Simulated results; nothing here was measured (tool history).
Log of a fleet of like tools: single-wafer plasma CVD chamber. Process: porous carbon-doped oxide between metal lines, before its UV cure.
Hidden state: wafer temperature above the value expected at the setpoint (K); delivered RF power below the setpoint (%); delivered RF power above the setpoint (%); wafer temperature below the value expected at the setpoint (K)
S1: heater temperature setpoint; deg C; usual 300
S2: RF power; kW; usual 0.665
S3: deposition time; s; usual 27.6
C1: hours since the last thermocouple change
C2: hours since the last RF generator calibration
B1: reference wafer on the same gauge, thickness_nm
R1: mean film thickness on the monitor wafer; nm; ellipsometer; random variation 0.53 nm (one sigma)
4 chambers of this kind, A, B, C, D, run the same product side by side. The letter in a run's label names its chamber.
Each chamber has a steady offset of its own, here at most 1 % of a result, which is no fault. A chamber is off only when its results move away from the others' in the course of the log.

run 1A hour=11.0 | S1=300 S2=0.665 S3=27.6 | C1=263.3 C2=864.4 | B1=174.99 | R1=178.13
run 2B hour=16.2 | S1=300 S2=0.665 S3=27.6 | C1=1351.1 C2=2226.4 | B1=174.95 | R1=179.38
run 3C hour=23.6 | S1=300 S2=0.665 S3=27.6 | C1=1628.1 C2=194.7 | B1=175.07 | R1=181.41
run 4D hour=30.3 | S1=300 S2=0.665 S3=27.6 | C1=133.4 C2=819.4 | B1=174.96 | R1=179.54
run 5A hour=37.7 | S1=300 S2=0.665 S3=27.6 | C1=290.0 C2=891.1 | B1=174.95 | R1=179.89
run 6B hour=45.1 | S1=300 S2=0.665 S3=27.6 | C1=1380.0 C2=2255.3 | B1=175.00 | R1=179.26
run 7D hour=55.5 | S1=305 S2=0.665 S3=31.6 | C1=158.6 C2=844.6 | B1=175.11 | R1=198.91
run 8C hour=64.9 | S1=305 S2=0.665 S3=31.6 | C1=1669.4 C2=236.0 | B1=175.05 | R1=200.55
run 9B hour=75.7 | S1=305 S2=0.665 S3=31.6 | C1=1410.6 C2=2285.9 | B1=174.99 | R1=199.25
run 10C hour=82.1 | S1=305 S2=0.665 S3=31.6 | C1=1686.6 C2=253.2 | B1=175.14 | R1=201.67
run 11D hour=92.8 | S1=300 S2=0.665 S3=27.6 | C1=195.9 C2=881.9 | B1=175.02 | R1=179.57
run 12A hour=101.0 | S1=300 S2=0.665 S3=27.6 | C1=353.3 C2=954.4 | B1=175.02 | R1=179.04
run 13D hour=109.1 | S1=300 S2=0.665 S3=27.6 | C1=212.2 C2=898.2 | B1=174.98 | R1=178.99
run 14C hour=115.5 | S1=300 S2=0.665 S3=27.6 | C1=1720.0 C2=286.6 | B1=175.08 | R1=181.56
-- hour=116.3 chamber B: RF generator calibrated
run 15B hour=126.1 | S1=300 S2=0.665 S3=27.6 | C1=1461.0 C2=9.8 | B1=175.04 | R1=179.44
-- hour=127.2 chamber C: thermocouple changed; heater temperature recalibrated
run 16A hour=135.9 | S1=300 S2=0.665 S3=27.6 | C1=388.2 C2=989.3 | B1=175.07 | R1=179.35
run 17B hour=145.5 | S1=300 S2=0.665 S3=27.6 | C1=1480.4 C2=29.2 | B1=174.94 | R1=180.21
run 18C hour=151.6 | S1=300 S2=0.665 S3=27.6 | C1=24.4 C2=322.7 | B1=174.88 | R1=187.99
run 19D hour=157.6 | S1=291 S2=0.665 S3=24.6 | C1=260.7 C2=946.7 | B1=175.04 | R1=168.96
run 20A hour=165.6 | S1=291 S2=0.665 S3=24.6 | C1=417.9 C2=1019.0 | B1=174.99 | R1=168.82
run 21C hour=176.2 | S1=291 S2=0.665 S3=24.6 | C1=49.0 C2=347.3 | B1=175.00 | R1=176.76
-- hour=184.4 chamber A: RF generator calibrated
run 22B hour=185.5 | S1=291 S2=0.665 S3=24.6 | C1=1520.4 C2=69.2 | B1=174.92 | R1=169.47
run 23A hour=195.5 | S1=300 S2=0.665 S3=27.6 | C1=447.8 C2=11.2 | B1=175.01 | R1=180.03
run 24D hour=204.7 | S1=300 S2=0.665 S3=27.6 | C1=307.8 C2=993.8 | B1=175.09 | R1=179.37
run 25C hour=214.3 | S1=300 S2=0.595 S3=27.6 | C1=87.1 C2=385.4 | B1=175.01 | R1=175.27
run 26D hour=222.1 | S1=300 S2=0.595 S3=27.6 | C1=325.2 C2=1011.2 | B1=175.06 | R1=167.58
run 27B hour=233.3 | S1=300 S2=0.595 S3=27.6 | C1=1568.2 C2=117.0 | B1=174.86 | R1=167.18
run 28A hour=245.2 | S1=300 S2=0.595 S3=27.6 | C1=497.5 C2=60.9 | B1=174.92 | R1=168.39
run 29C hour=251.2 | S1=300 S2=0.665 S3=27.6 | C1=124.0 C2=422.3 | B1=175.01 | R1=188.59
run 30D hour=260.6 | S1=312 S2=0.665 S3=23.2 | C1=363.7 C2=1049.7 | B1=175.00 | R1=142.42
run 31A hour=268.3 | S1=312 S2=0.665 S3=23.2 | C1=520.6 C2=84.0 | B1=174.99 | R1=142.88
run 32B hour=275.9 | S1=312 S2=0.665 S3=23.2 | C1=1610.8 C2=159.6 | B1=175.04 | R1=142.37
run 33B hour=282.3 | S1=312 S2=0.665 S3=23.2 | C1=1617.2 C2=166.0 | B1=174.98 | R1=142.40
run 34D hour=292.1 | S1=300 S2=0.665 S3=27.6 | C1=395.2 C2=1081.2 | B1=174.80 | R1=180.84
run 35C hour=301.0 | S1=300 S2=0.665 S3=27.6 | C1=173.8 C2=472.1 | B1=174.98 | R1=187.83

All 4 chambers run these settings next. Forecast each chamber's results:
run 36A hour=309.6 | S1=300 S2=0.610 S3=27.6 | R1=?
run 36B hour=309.6 | S1=300 S2=0.610 S3=27.6 | R1=?
run 36C hour=309.6 | S1=300 S2=0.610 S3=27.6 | R1=?
run 36D hour=309.6 | S1=300 S2=0.610 S3=27.6 | R1=?

run=36A R1=170.27
run=36B R1=169.82
run=36C R1=177.36
run=36D R1=170.23

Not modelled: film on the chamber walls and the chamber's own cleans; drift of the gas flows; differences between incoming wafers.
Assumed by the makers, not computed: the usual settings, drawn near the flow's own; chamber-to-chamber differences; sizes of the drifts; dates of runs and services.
